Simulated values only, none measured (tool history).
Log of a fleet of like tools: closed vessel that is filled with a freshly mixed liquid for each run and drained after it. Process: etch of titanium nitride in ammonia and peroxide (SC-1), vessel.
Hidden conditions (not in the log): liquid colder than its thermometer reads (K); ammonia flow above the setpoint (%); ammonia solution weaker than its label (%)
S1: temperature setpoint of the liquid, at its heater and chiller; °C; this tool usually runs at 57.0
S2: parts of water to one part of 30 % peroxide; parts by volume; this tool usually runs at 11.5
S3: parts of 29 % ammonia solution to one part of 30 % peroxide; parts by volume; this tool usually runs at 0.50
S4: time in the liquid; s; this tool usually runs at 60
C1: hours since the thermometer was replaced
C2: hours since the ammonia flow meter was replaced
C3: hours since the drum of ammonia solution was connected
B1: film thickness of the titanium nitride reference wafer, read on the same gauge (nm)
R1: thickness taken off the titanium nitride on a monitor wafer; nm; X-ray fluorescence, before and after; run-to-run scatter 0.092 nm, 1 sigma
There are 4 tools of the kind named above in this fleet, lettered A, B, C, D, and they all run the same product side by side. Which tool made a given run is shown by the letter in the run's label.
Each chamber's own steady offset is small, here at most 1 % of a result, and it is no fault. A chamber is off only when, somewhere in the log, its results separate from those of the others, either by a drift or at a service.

Run 1B, day 0.262: usual settings; C1 962.9; C2 7.9; C3 285.8; B1 30.001. Result: R1 9.9354 nm.
Run 2D, day 0.850: usual settings; C1 263.5; C2 1089.4; C3 125.9; B1 29.996. Result: R1 10.0070 nm.
Run 3C, day 1.171: usual settings; C1 698.9; C2 797.2; C3 707.7; B1 30.002. Result: R1 10.0520 nm.
Run 4A, day 1.646: usual settings; C1 391.1; C2 598.4; C3 58.1; B1 29.985. Result: R1 9.8839 nm.
Run 5C, day 2.042: usual settings; C1 719.8; C2 818.1; C3 728.6; B1 29.993. Result: R1 9.9414 nm.
Run 6A, day 2.417: usual settings; C1 409.6; C2 616.9; C3 76.6; B1 30.019. Result: R1 9.6881 nm.
Run 7B, day 2.996: usual settings; C1 1028.5; C2 73.5; C3 351.4; B1 29.968. Result: R1 9.9647 nm.
Run 8D, day 3.383: usual settings; C1 324.3; C2 1150.2; C3 186.7; B1 30.002. Result: R1 9.8962 nm.
Run 9D, day 3.746: usual settings; C1 333.0; C2 1158.9; C3 195.4; B1 29.991. Result: R1 9.9798 nm.
At day 3.812: chamber A: ammonia flow meter replaced.
At day 4.096: chamber B: new drum of ammonia solution connected.
Run 10C, day 4.267: usual settings; C1 773.2; C2 871.5; C3 782.0; B1 30.014. Result: R1 9.7720 nm.
At day 4.312: chamber C: ammonia flow meter replaced.
Run 11A, day 4.629: usual settings but S2 13.5 parts by volume, S3 0.30 parts by volume; C1 462.7; C2 19.6; C3 129.7; B1 29.993. Result: R1 8.3507 nm.
Run 12B, day 5.108: usual settings but S2 13.5 parts by volume, S3 0.30 parts by volume; C1 1079.2; C2 124.2; C3 24.3; B1 30.029. Result: R1 8.2600 nm.
Run 13A, day 5.508: usual settings but S2 13.5 parts by volume, S3 0.30 parts by volume; C1 483.8; C2 40.7; C3 150.8; B1 30.018. Result: R1 8.1944 nm.
Run 14D, day 5.925: usual settings but S2 13.5 parts by volume, S3 0.30 parts by volume; C1 385.3; C2 1211.2; C3 247.7; B1 29.981. Result: R1 8.4524 nm.
Run 15C, day 6.325: usual settings; C1 822.6; C2 48.3; C3 831.4; B1 29.995. Result: R1 9.8076 nm.
Run 16B, day 6.683: usual settings; C1 1117.0; C2 162.0; C3 62.1; B1 30.007. Result: R1 9.9451 nm.
Run 17A, day 7.221: usual settings; C1 524.9; C2 81.8; C3 191.9; B1 30.024. Result: R1 9.8249 nm.
Run 18C, day 7.504: usual settings; C1 850.9; C2 76.6; C3 859.7; B1 29.986. Result: R1 9.8806 nm.
Run 19B, day 7.958: usual settings; C1 1147.6; C2 192.6; C3 92.7; B1 30.023. Result: R1 10.0660 nm.
Run 20D, day 8.308: usual settings; C1 442.5; C2 1268.4; C3 304.9; B1 29.986. Result: R1 10.0630 nm.
Run 21D, day 8.900: usual settings but S3 0.45 parts by volume; C1 456.7; C2 1282.6; C3 319.1; B1 30.022. Result: R1 9.6162 nm.
Run 22A, day 9.479: usual settings but S3 0.45 parts by volume; C1 579.1; C2 136.0; C3 246.1; B1 29.996. Result: R1 9.3301 nm.
Run 23B, day 9.888: usual settings but S3 0.45 parts by volume; C1 1193.9; C2 238.9; C3 139.0; B1 29.979. Result: R1 9.8460 nm.
Run 24C, day 10.225: usual settings but S3 0.45 parts by volume; C1 916.2; C2 141.9; C3 925.0; B1 29.986. Result: R1 9.7299 nm.
Run 25D, day 10.554: usual settings; C1 496.4; C2 1322.3; C3 358.8; B1 30.035. Result: R1 9.9077 nm.
Run 26C, day 10.838: usual settings; C1 930.9; C2 156.6; C3 939.7; B1 29.986. Result: R1 10.0810 nm.
Run 27A, day 11.133: usual settings but S2 13.5 parts by volume; C1 618.8; C2 175.7; C3 285.8; B1 29.983. Result: R1 8.6244 nm.
Run 28B, day 11.508: usual settings but S2 13.5 parts by volume; C1 1232.8; C2 277.8; C3 177.9; B1 30.033. Result: R1 8.9889 nm.
Run 29D, day 11.779: usual settings but S2 13.5 parts by volume; C1 525.8; C2 1351.7; C3 388.2; B1 29.993. Result: R1 9.0312 nm.
At day 11.792: chamber D: ammonia flow meter replaced.
Run 30B, day 12.208: usual settings but S2 13.5 parts by volume; C1 1249.6; C2 294.6; C3 194.7; B1 30.004. Result: R1 9.1063 nm.
Run 31A, day 12.542: usual settings; C1 652.6; C2 209.5; C3 319.6; B1 30.012. Result: R1 9.2567 nm.
Run 32C, day 12.996: usual settings but S2 14.0 parts by volume, S4 35 s; C1 982.7; C2 208.4; C3 991.5; B1 30.011. Result: R1 5.1413 nm.
At day 13.258: chamber B: thermometer replaced.
Run 33C, day 13.583: usual settings but S2 14.0 parts by volume, S4 35 s; C1 996.8; C2 222.5; C3 1005.6; B1 30.011. Result: R1 5.2080 nm.
Run 34A, day 14.138: usual settings but S2 14.0 parts by volume, S4 35 s; C1 690.9; C2 247.8; C3 357.9; B1 29.983. Result: R1 4.7656 nm.
Run 35D, day 14.446: usual settings but S2 14.0 parts by volume, S4 35 s; C1 589.8; C2 63.8; C3 452.2; B1 30.019. Result: R1 5.1633 nm.
Run 36B, day 14.717: usual settings; C1 35.0; C2 354.8; C3 254.9; B1 29.994. Result: R1 10.0970 nm.
Run 37C, day 15.142: usual settings; C1 1034.2; C2 259.9; C3 1043.0; B1 30.014. Result: R1 9.6904 nm.
Run 38B, day 15.479: usual settings but S1 63.5 °C, S2 16.5 parts by volume; C1 53.3; C2 373.1; C3 273.2; B1 30.021. Result: R1 12.3430 nm.
Run 39D, day 15.946: usual settings but S1 63.5 °C, S2 16.5 parts by volume; C1 625.8; C2 99.8; C3 488.2; B1 30.001. Result: R1 12.4440 nm.
Run 40A, day 16.404: usual settings but S1 63.5 °C, S2 16.5 parts by volume; C1 745.3; C2 302.2; C3 412.3; B1 30.015. Result: R1 11.2130 nm.

All 4 chambers run these settings next. Forecast each chamber's results:
Run 41A, day 16.833: usual settings. Result: R1 ?.
Run 41B, day 16.833: usual settings. Result: R1 ?.
Run 41C, day 16.833: usual settings. Result: R1 ?.
Run 41D, day 16.833: usual settings. Result: R1 ?.

run       R1
41A   8.7645
41B   9.9874
41C  10.0790
41D   9.7357
